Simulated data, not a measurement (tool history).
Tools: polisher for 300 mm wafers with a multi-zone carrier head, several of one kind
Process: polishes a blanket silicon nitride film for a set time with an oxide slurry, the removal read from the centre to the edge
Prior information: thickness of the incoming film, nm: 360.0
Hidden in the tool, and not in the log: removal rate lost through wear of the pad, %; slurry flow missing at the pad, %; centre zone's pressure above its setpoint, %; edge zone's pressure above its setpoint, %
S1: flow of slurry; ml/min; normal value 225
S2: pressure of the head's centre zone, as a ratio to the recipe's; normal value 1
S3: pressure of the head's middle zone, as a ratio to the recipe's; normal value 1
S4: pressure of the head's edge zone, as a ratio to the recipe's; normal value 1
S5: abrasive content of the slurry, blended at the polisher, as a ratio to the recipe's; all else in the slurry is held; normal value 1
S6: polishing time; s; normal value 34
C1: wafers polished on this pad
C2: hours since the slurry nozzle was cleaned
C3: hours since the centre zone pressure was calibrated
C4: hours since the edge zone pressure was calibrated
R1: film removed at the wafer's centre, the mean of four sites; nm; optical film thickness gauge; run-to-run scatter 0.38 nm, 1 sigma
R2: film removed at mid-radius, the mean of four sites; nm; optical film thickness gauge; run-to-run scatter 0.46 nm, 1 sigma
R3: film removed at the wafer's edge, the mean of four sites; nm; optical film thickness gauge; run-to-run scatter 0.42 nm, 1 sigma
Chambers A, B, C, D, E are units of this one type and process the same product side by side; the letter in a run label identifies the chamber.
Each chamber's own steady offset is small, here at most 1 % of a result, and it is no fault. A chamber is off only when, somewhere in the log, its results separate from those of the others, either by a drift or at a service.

run    day   S1   S2    S3    S4    S5  S6    C1     C2     C3     C4      R1      R2      R3
 1D  0.208  225    1     1     1     1  34   676  140.9  155.2  584.1  33.543  33.424  33.451
 2E  0.425  225    1     1     1     1  34   374  566.6  430.4  545.4  33.877  33.924  34.353
 3A  0.558  225    1     1     1     1  34  1099  113.6  363.9  823.3  33.805  33.991  33.664
     0.567  -- chamber D: worn pad replaced by a new one
 4B  0.804  225    1     1     1     1  34   777    150  396.2  424.2  33.669   34.71  33.752
 5C  1.054  225    1     1     1     1  34   275  236.6  354.8    322  32.859  33.078  33.546
 6A  1.246  225    1     1     1     1  34  1233  130.1  380.4  839.8  34.866  34.019  33.998
     1.346  -- chamber A: worn pad replaced by a new one
     1.408  -- chamber B: worn pad replaced by a new one
 7B  1.488  225    1     1     1     1  34    15  166.4  412.6  440.6  33.809  33.526  34.226
 8C  1.679  225    1     1     1     1  34   397  251.6  369.8    337   33.97   34.15  34.112
 9D   1.85  225    1     1     1     1  34   250  180.3  194.6  623.5  33.253  34.288  33.857
10E  2.083  225    1     1     1     1  34   698  606.4  470.2  585.2   34.24  34.173  33.411
11D  2.267  225    1     1     1     1  34   332  190.3  204.6  633.5  33.964  33.952  34.113
     2.346  -- chamber A: centre zone pressure recalibrated
12B  2.433  225    1     1  1.09  0.85  34   200  189.1  435.3  463.3  31.568  32.366  33.017
13E  2.633  225    1     1  1.09  0.85  34   805  619.6  483.4  598.4  31.435  31.727  32.574
14C  2.875  225    1     1  1.09  0.85  34   631  280.3  398.5  365.7  31.233  32.035  32.146
15A   3.05  225    1     1  1.09  0.85  34   333  173.4   16.9  883.1  31.786   31.39   32.72
16C  3.292  225    1     1  1.09  0.85  34   712  290.3  408.5  375.7  31.668  32.026  32.519
17D  3.488  225    1     1     1     1  34   570  219.6  233.9  662.8  34.019  33.963  33.685
18B  3.662  225    1     1     1     1  34   440  218.6  464.8  492.8   33.55  33.675  34.199
     3.817  -- chamber C: worn pad replaced by a new one
19A  3.854  225  0.9     1     1     1  34   490  192.7   36.2  902.4  29.887  34.179   32.85
20E  4.046  225  0.9     1     1     1  34  1081  653.5  517.3  632.3  29.505  33.484  33.298
21D  4.208  225  0.9     1     1     1  34   711  236.9  251.2  680.1  29.965  33.807  33.604
     4.279  -- chamber E: centre zone pressure recalibrated
22C  4.325  225  0.9     1     1     1  34    99  315.1  433.3  400.5  30.262  33.445  33.252
23B  4.546  225  0.9     1     1     1  34   612  239.8    486    514   30.26  34.688  33.913
24E  4.679  225    1     1     1     1  34  1205  668.7    9.7  647.5  32.658      33  32.527
25A  4.846  225    1     1     1     1  34   684  216.5     60  926.2  34.084  33.009  34.024
26B  5.075  225    1     1     1     1  34   716  252.5  498.7  526.7  33.844  34.008  33.899
27D  5.229  225    1     1     1     1  34   911  261.4  275.7  704.6  33.586  33.864  33.349
     5.371  -- chamber D: worn pad replaced by a new one
28E  5.371  225    1     1     1     1  34  1340  685.3   26.3  664.1  32.439  32.296   32.56
29C  5.562  225    1     1     1     1  34   341  344.8    463  430.2  33.866  34.447  33.476
30A  5.696  225    1     1     1     1  34   850  236.9   80.4  946.6  34.045  34.776  33.549
31C  5.946  225    1  0.92     1     1  41   416    354  472.2  439.4  41.386  37.962  39.915
     5.958  -- chamber B: worn pad replaced by a new one
32D  6.204  225    1  0.92     1     1  41   163  284.8  299.1    728  40.281  38.382  40.886
33E  6.379  225    1  0.92     1     1  41  1537  709.5   50.5  688.3  38.629  35.613   38.85
34A  6.533  225    1  0.92     1     1  41  1013    257  100.5  966.7  41.278  37.401  40.802
35B  6.717  225    1  0.92     1     1  41   148  291.9  538.1  566.1  40.242   37.58  41.014
36C  6.979  225    1     1     1     1  34   618  378.8    497  464.2  33.647  33.204  33.596

One chamber off, gauge drift, or nothing amiss beyond the chambers' own small offsets? If it is a chamber, which one, and what is the likeliest cause?

One chamber, E, drifts off from the rest bit by bit.
Likeliest cause: removal rate lost through wear of the pad, % = 6.59.
The log may not separate it from: slurry flow missing at the pad, %.

Here are 4 candidates for chamber E's next run, each the usual settings with a change, their results left as question marks. Which one brings its results back in line with what the others give on the usual settings?
In line means no further than this from the other chambers' mean on the usual settings: R1 1.3 nm; R2 1.6 nm; R3 1.5 nm
37E-1  7.167  225   1  1.01     1     1  36                   ?   ?   ?
37E-2  7.167  225   1  0.99     1     1  32                   ?   ?   ?
37E-3  7.167  230   1  1.03  0.99  1.05  38                   ?   ?   ?
37E-4  7.167  220   1  0.97  1.01  0.95  31                   ?   ?   ?

The other chambers' mean on the usual settings: R1 33.748 nm; R2 33.975 nm; R3 33.807 nm
  run      R1      R2      R3
37E-1  33.476  33.633  33.842
37E-2  29.751  29.349  30.091
37E-3  36.233  37.052  36.385
37E-4  28.055  27.173  28.566
The answer is 37E-1, which returns the chamber to within the allowed miss of the others.
